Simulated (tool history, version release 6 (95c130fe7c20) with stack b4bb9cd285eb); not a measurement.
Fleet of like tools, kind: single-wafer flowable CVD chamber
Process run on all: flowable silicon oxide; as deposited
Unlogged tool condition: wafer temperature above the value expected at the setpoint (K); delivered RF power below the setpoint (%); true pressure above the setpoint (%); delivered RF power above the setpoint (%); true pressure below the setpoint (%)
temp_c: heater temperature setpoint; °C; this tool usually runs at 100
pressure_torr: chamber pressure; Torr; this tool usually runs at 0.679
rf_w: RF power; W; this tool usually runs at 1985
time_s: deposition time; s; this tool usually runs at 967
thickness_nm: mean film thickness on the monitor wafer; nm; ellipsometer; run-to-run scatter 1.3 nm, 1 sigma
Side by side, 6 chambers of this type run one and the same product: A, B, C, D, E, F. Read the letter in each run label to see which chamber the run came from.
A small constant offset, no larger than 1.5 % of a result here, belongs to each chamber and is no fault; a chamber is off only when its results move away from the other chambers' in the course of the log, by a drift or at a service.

run	day	temp_c	pressure_torr	rf_w	time_s	hours since the last thermocouple change	hours since the last RF generator calibration	hours since the last manometer calibration	read-back reference wafer on the same gauge, thickness_nm	thickness_nm
1C	0.417	100	0.679	1985	967	716	1191.8	442.4	476.15	466.27
2B	0.738	100	0.679	1985	967	1242.1	1322.3	1061.5	476.16	466.54
3F	1.121	100	0.679	1985	967	1742.5	127.3	922.5	476.18	466.81
4E	1.512	100	0.679	1985	967	1365.9	809.1	1017.7	476.01	467.78
5D	1.796	100	0.679	1985	967	367.8	380.1	2179.2	475.76	478.71
6A	2.1	100	0.679	1985	967	1103.5	2198.3	1027.6	476.05	468.5
7F	2.304	100	0.679	1985	967	1770.9	155.7	950.9	476.14	468.18
8E	2.567	100	0.679	1985	967	1391.2	834.4	1043	476.05	462.95
9D	2.879	107	0.679	1985	967	393.8	406.1	2205.2	475.85	376.24
10A	3.196	107	0.679	1985	967	1129.8	2224.6	1053.9	476.02	369.68
# day 3.338: chamber B: capacitance manometer re-zeroed and calibrated
11B	3.383	107	0.679	1985	967	1305.6	1385.8	1.1	475.6	371.03
12C	3.792	107	0.679	1985	967	797	1272.8	523.4	475.88	370.85
13E	4.188	107	0.679	1985	967	1430.1	873.3	1081.9	475.59	367.1
14F	4.558	107	0.679	1985	967	1825	209.8	1005	475.91	368.77
15A	4.971	100	0.679	1985	967	1172.4	2267.2	1096.5	475.95	467.57
16D	5.35	100	0.679	1985	967	453.1	465.4	2264.5	476.05	480.07
17B	5.762	100	0.679	2265	861	1362.7	1442.9	58.2	475.81	427.09
18C	6.021	100	0.679	2265	861	850.5	1326.3	576.9	475.73	426.36
19A	6.283	100	0.679	2265	861	1203.9	2298.7	1128	476.13	426.5
20D	6.542	100	0.679	2265	861	481.7	494	2293.1	475.94	436.96
21E	6.838	100	0.679	2265	861	1493.7	936.9	1145.5	475.59	420.77
22C	7.183	100	0.679	2265	861	878.4	1354.2	604.8	475.86	425.55
23F	7.596	100	0.679	1985	841	1897.9	282.7	1077.9	476.09	406.77
24B	7.8	100	0.679	1985	841	1411.6	1491.8	107.1	476.23	407.42
25E	8.058	100	0.679	1985	841	1523	966.2	1174.8	476.13	402.53
# day 8.188: chamber F: capacitance manometer re-zeroed and calibrated
26A	8.4	100	0.679	1985	841	1254.7	2349.5	1178.8	475.95	406.4
# day 8.488: chamber A: RF generator calibrated
27F	8.638	100	0.679	1985	841	1922.9	307.7	10.9	475.84	405.46
28B	9.042	100	0.679	1985	841	1441.4	1521.6	136.9	476.23	409.21
29C	9.325	100	0.679	1985	967	929.8	1405.6	656.2	475.91	466.07
30D	9.7	100	0.679	1985	967	557.5	569.8	2368.9	476.36	475.04
31E	9.921	100	0.679	1985	967	1567.7	1010.9	1219.5	475.96	459.88
32F	10.104	100	0.679	1985	967	1958.1	342.9	46.1	476.29	466.37
33B	10.354	100	0.679	1985	967	1472.9	1553.1	168.4	476.12	468.82
# day 10.721: chamber C: thermocouple changed; heater temperature recalibrated
34A	10.75	100	0.679	1985	967	1311.1	54.4	1235.2	476.27	470.69
35C	10.933	100	0.679	1985	967	5.2	1444.2	694.8	475.66	468.41
36D	11.142	100	0.679	1985	967	592.1	604.4	2403.5	476.08	478.78
37E	11.342	100	0.679	1985	967	1601.8	1045	1253.6	475.92	460.88
38A	11.65	100	0.679	1985	967	1332.7	76	1256.8	475.89	467.75
39B	11.921	100	0.679	1985	967	1510.5	1590.7	206	476.28	470.07
40D	12.192	100	0.679	1985	967	617.3	629.6	2428.7	475.89	475.46
41F	12.4	100	0.679	1985	967	2013.2	398	101.2	475.81	468.49
42C	12.633	91	0.679	2225	967	46	1485	735.6	476.05	639.56
43A	12.846	91	0.679	2225	967	1361.4	104.7	1285.5	475.89	646.7

All 6 chambers run these settings next. Forecast each chamber's results:
44A	13.15	100	0.679	1985	1043					?
44B	13.15	100	0.679	1985	1043					?
44C	13.15	100	0.679	1985	1043					?
44D	13.15	100	0.679	1985	1043					?
44E	13.15	100	0.679	1985	1043					?
44F	13.15	100	0.679	1985	1043					?

run	thickness_nm
44A	506.6
44B	509.1
44C	504.6
44D	512.74
44E	491.67
44F	502.69
